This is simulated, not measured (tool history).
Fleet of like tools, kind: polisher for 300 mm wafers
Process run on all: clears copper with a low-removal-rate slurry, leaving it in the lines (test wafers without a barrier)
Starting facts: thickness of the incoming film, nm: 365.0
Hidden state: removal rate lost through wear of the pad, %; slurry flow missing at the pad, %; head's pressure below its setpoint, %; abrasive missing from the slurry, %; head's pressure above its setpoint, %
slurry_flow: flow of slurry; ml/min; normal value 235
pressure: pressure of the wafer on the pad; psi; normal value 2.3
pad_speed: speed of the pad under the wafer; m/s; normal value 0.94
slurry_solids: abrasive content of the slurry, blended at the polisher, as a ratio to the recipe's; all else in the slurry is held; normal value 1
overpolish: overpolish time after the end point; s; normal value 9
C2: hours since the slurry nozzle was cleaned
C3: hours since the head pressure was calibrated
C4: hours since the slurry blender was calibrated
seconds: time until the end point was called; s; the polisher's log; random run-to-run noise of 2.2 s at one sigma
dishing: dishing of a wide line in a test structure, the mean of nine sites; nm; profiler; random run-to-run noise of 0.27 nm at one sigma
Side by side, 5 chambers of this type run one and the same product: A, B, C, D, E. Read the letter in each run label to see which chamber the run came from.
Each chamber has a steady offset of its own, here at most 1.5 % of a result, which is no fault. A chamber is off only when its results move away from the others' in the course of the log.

Run 1A, hour 9: usual settings; wafers polished on this pad 777; C2 106.1; C3 761.6; C4 12.9. Result: seconds 186.67 s, dishing 11.615 nm.
At hour 11: chamber B: slurry blender recalibrated.
Run 2D, hour 21.2: usual settings; wafers polished on this pad 566; C2 454.9; C3 889.1; C4 83.1. Result: seconds 185.83 s, dishing 11.412 nm.
At hour 27.1: chamber E: worn pad replaced by a new one.
Run 3E, hour 27.6: usual settings; wafers polished on this pad 4; C2 95.5; C3 1002.9; C4 37.3. Result: seconds 188.23 s, dishing 11.661 nm.
Run 4B, hour 33.8: usual settings; wafers polished on this pad 574; C2 567.1; C3 544.3; C4 22.8. Result: seconds 189.48 s, dishing 11.752 nm.
At hour 38.1: chamber E: head pressure recalibrated.
Run 5C, hour 40: usual settings; wafers polished on this pad 321; C2 151.9; C3 380.7; C4 254.1. Result: seconds 188.39 s, dishing 11.918 nm.
Run 6E, hour 48.8: usual settings but pressure 2.7 psi; wafers polished on this pad 170; C2 116.7; C3 10.8; C4 58.5. Result: seconds 157.62 s, dishing 13.779 nm.
Run 7D, hour 58: usual settings but pressure 2.7 psi; wafers polished on this pad 855; C2 491.7; C3 925.9; C4 119.9. Result: seconds 153.97 s, dishing 13.75 nm.
Run 8A, hour 64.5: usual settings but pressure 2.7 psi; wafers polished on this pad 1212; C2 161.6; C3 817.1; C4 68.4. Result: seconds 163.86 s, dishing 13.412 nm.
At hour 65.2: chamber D: worn pad replaced by a new one.
At hour 66.6: chamber B: worn pad replaced by a new one.
At hour 69.2: chamber A: worn pad replaced by a new one.
Run 9C, hour 77.1: usual settings but pressure 2.7 psi; wafers polished on this pad 612; C2 189; C3 417.8; C4 291.2. Result: seconds 161.16 s, dishing 13.264 nm.
Run 10B, hour 88.7: usual settings but pressure 2.7 psi; wafers polished on this pad 174; C2 622; C3 599.2; C4 77.7. Result: seconds 163.16 s, dishing 13.803 nm.
Run 11E, hour 98.6: usual settings but slurry_flow 295 ml/min; wafers polished on this pad 561; C2 166.5; C3 60.6; C4 108.3. Result: seconds 181.54 s, dishing 12.019 nm.
At hour 103.9: chamber B: slurry nozzle cleaned.
Run 12C, hour 107.8: usual settings but slurry_flow 295 ml/min; wafers polished on this pad 853; C2 219.7; C3 448.5; C4 321.9. Result: seconds 181.23 s, dishing 12.421 nm.
At hour 110.1: chamber A: slurry nozzle cleaned.
Run 13A, hour 116.1: usual settings but slurry_flow 295 ml/min; wafers polished on this pad 367; C2 6.1; C3 868.7; C4 120. Result: seconds 181.98 s, dishing 12.266 nm.
At hour 123.8: chamber C: head pressure recalibrated.
At hour 125.5: chamber D: slurry blender recalibrated.
At hour 126.3: chamber E: slurry blender recalibrated.
Run 14B, hour 127.6: usual settings but slurry_flow 295 ml/min; wafers polished on this pad 479; C2 23.7; C3 638.1; C4 116.6. Result: seconds 182.65 s, dishing 12.229 nm.
Run 15D, hour 137.2: usual settings but slurry_flow 295 ml/min; wafers polished on this pad 564; C2 570.9; C3 1005.1; C4 11.8. Result: seconds 181.84 s, dishing 11.693 nm.
Run 16A, hour 144.5: usual settings; wafers polished on this pad 590; C2 34.5; C3 897.1; C4 148.4. Result: seconds 186.82 s, dishing 11.672 nm.
At hour 149: chamber C: worn pad replaced by a new one.
Run 17B, hour 151.4: usual settings; wafers polished on this pad 665; C2 47.5; C3 661.9; C4 140.4. Result: seconds 186.84 s, dishing 11.82 nm.
Run 18E, hour 162.9: usual settings; wafers polished on this pad 1065; C2 230.8; C3 124.9; C4 36.6. Result: seconds 188.86 s, dishing 12.006 nm.
At hour 169.7: chamber B: worn pad replaced by a new one.
Run 19C, hour 170.4: usual settings; wafers polished on this pad 168; C2 282.3; C3 46.7; C4 384.5. Result: seconds 191.75 s, dishing 12.134 nm.
Run 20D, hour 177.1: usual settings; wafers polished on this pad 877; C2 610.8; C3 1045; C4 51.7. Result: seconds 188.09 s, dishing 11.395 nm.
At hour 179.4: chamber B: slurry blender recalibrated.
At hour 182.3: chamber D: worn pad replaced by a new one.
Run 21D, hour 183.1: usual settings but pad_speed 1.14 m/s, overpolish 5 s; wafers polished on this pad 6; C2 616.8; C3 1051; C4 57.7. Result: seconds 151.63 s, dishing 8.5386 nm.
Run 22E, hour 191.8: usual settings but pad_speed 1.14 m/s, overpolish 5 s; wafers polished on this pad 1292; C2 259.7; C3 153.8; C4 65.5. Result: seconds 153.37 s, dishing 7.977 nm.
Run 23C, hour 202.9: usual settings but pad_speed 1.14 m/s, overpolish 5 s; wafers polished on this pad 423; C2 314.8; C3 79.2; C4 417. Result: seconds 152.74 s, dishing 8.477 nm.
Run 24B, hour 211.5: usual settings but pad_speed 1.14 m/s, overpolish 5 s; wafers polished on this pad 328; C2 107.6; C3 722; C4 32.1. Result: seconds 157.46 s, dishing 8.7429 nm.
At hour 211.7: chamber A: head pressure recalibrated.
Run 25A, hour 217.5: usual settings but pad_speed 1.14 m/s, overpolish 5 s; wafers polished on this pad 1163; C2 107.5; C3 5.8; C4 221.4. Result: seconds 174.34 s, dishing 7.3955 nm.
At hour 217.6: chamber C: slurry nozzle cleaned.
At hour 222.3: chamber E: worn pad replaced by a new one.
Run 26C, hour 228.2: usual settings; wafers polished on this pad 621; C2 10.6; C3 104.5; C4 442.3. Result: seconds 187.66 s, dishing 11.974 nm.
At hour 230: chamber A: worn pad replaced by a new one.
At hour 232.2: chamber E: slurry blender recalibrated.
Run 27A, hour 238.1: usual settings; wafers polished on this pad 63; C2 128.1; C3 26.4; C4 242. Result: seconds 204.77 s, dishing 10.957 nm.
At hour 242: chamber E: slurry nozzle cleaned.
Run 28D, hour 244.4: usual settings; wafers polished on this pad 487; C2 678.1; C3 1112.3; C4 119. Result: seconds 184.16 s, dishing 11.668 nm.
Run 29E, hour 252: usual settings; wafers polished on this pad 233; C2 10.1; C3 214; C4 19.9. Result: seconds 187.68 s, dishing 11.695 nm.
Run 30B, hour 260.6: usual settings; wafers polished on this pad 713; C2 156.7; C3 771.1; C4 81.2. Result: seconds 189.75 s, dishing 11.899 nm.
At hour 264.6: chamber C: slurry blender recalibrated.
At hour 264.9: chamber B: worn pad replaced by a new one.
Run 31E, hour 270.8: usual settings; wafers polished on this pad 380; C2 28.9; C3 232.8; C4 38.7. Result: seconds 185.94 s, dishing 11.477 nm.
At hour 273.3: chamber C: worn pad replaced by a new one.
Run 32B, hour 279.4: usual settings; wafers polished on this pad 114; C2 175.5; C3 789.9; C4 100. Result: seconds 187.71 s, dishing 11.889 nm.
At hour 283.1: chamber D: head pressure recalibrated.
Run 33C, hour 292.1: usual settings; wafers polished on this pad 147; C2 74.5; C3 168.4; C4 27.6. Result: seconds 188.61 s, dishing 11.738 nm.
At hour 294.6: chamber A: slurry blender recalibrated.
Run 34D, hour 301.9: usual settings; wafers polished on this pad 938; C2 735.6; C3 18.8; C4 176.5. Result: seconds 184.32 s, dishing 11.566 nm.
At hour 303.4: chamber D: worn pad replaced by a new one.
At hour 305.4: chamber D: slurry blender recalibrated.
Run 35A, hour 308.6: usual settings; wafers polished on this pad 616; C2 198.6; C3 96.9; C4 14.1. Result: seconds 206.91 s, dishing 11.215 nm.
Run 36B, hour 319.4: usual settings; wafers polished on this pad 427; C2 215.5; C3 829.9; C4 140. Result: seconds 189.85 s, dishing 12.02 nm.
Run 37E, hour 330.1: usual settings; wafers polished on this pad 845; C2 88.2; C3 292.1; C4 98. Result: seconds 183.62 s, dishing 12.065 nm.
At hour 336.6: chamber A: slurry nozzle cleaned.
Run 38D, hour 342.2: usual settings; wafers polished on this pad 304; C2 775.9; C3 59.1; C4 36.8. Result: seconds 188.04 s, dishing 11.218 nm.
At hour 343.9: chamber B: head pressure recalibrated.
Run 39A, hour 352.4: usual settings; wafers polished on this pad 960; C2 15.9; C3 140.7; C4 57.9. Result: seconds 207.38 s, dishing 10.171 nm.
At hour 359.8: chamber E: slurry blender recalibrated.
At hour 359.9: chamber B: slurry blender recalibrated.
Run 40C, hour 363.4: usual settings; wafers polished on this pad 706; C2 145.8; C3 239.7; C4 98.9. Result: seconds 184.83 s, dishing 11.852 nm.
At hour 369.1: chamber B: worn pad replaced by a new one.
Run 41B, hour 371.2: usual settings; wafers polished on this pad 17; C2 267.3; C3 27.3; C4 11.3. Result: seconds 191.04 s, dishing 11.431 nm.
Run 42D, hour 384.5: usual settings; wafers polished on this pad 636; C2 818.2; C3 101.4; C4 79.1. Result: seconds 185.38 s, dishing 11.861 nm.
At hour 391.7: chamber E: worn pad replaced by a new one.
Run 43E, hour 393.4: usual settings; wafers polished on this pad 13; C2 151.5; C3 355.4; C4 33.7. Result: seconds 186.22 s, dishing 11.562 nm.

Does one chamber stand apart from the rest, does the shared gauge drift, or is all well apart from small per-chamber offsets? Give the chamber and the most likely cause, where there is one.

Chamber A has stood off from the others ever since a service on it.
Cause: head's pressure below its setpoint, % = 9.94.

Chamber A could run next with any of the 4 candidate recipes listed below; each alters the usual settings, and their results appear as question marks. Which one brings its results back in line with what the other chambers deliver on the usual settings?
Counts as in line when no further than this from what the other chambers average on the usual settings: seconds 7.6 s; dishing 0.94 nm
Run 44A-1, hour 403: usual settings but pressure 2.2 psi, pad_speed 0.88 m/s. Result: seconds ?, dishing ?.
Run 44A-2, hour 403: usual settings but pressure 2.4 psi, pad_speed 1 m/s. Result: seconds ?, dishing ?.
Run 44A-3, hour 403: usual settings but slurry_flow 230 ml/min, pressure 2 psi, pad_speed 0.84 m/s. Result: seconds ?, dishing ?.
Run 44A-4, hour 403: usual settings but slurry_flow 240 ml/min, pressure 2.6 psi, pad_speed 1.04 m/s. Result: seconds ?, dishing ?.

Other chambers, usual settings, mean: seconds 186.82 s; dishing 11.781 nm
  run  seconds  dishing
44A-1   233.05   9.7999
44A-2   188.35   11.758
44A-3   268.85    8.641
44A-4   166.94   13.006
44A-2 puts the chamber back in line with the other chambers.
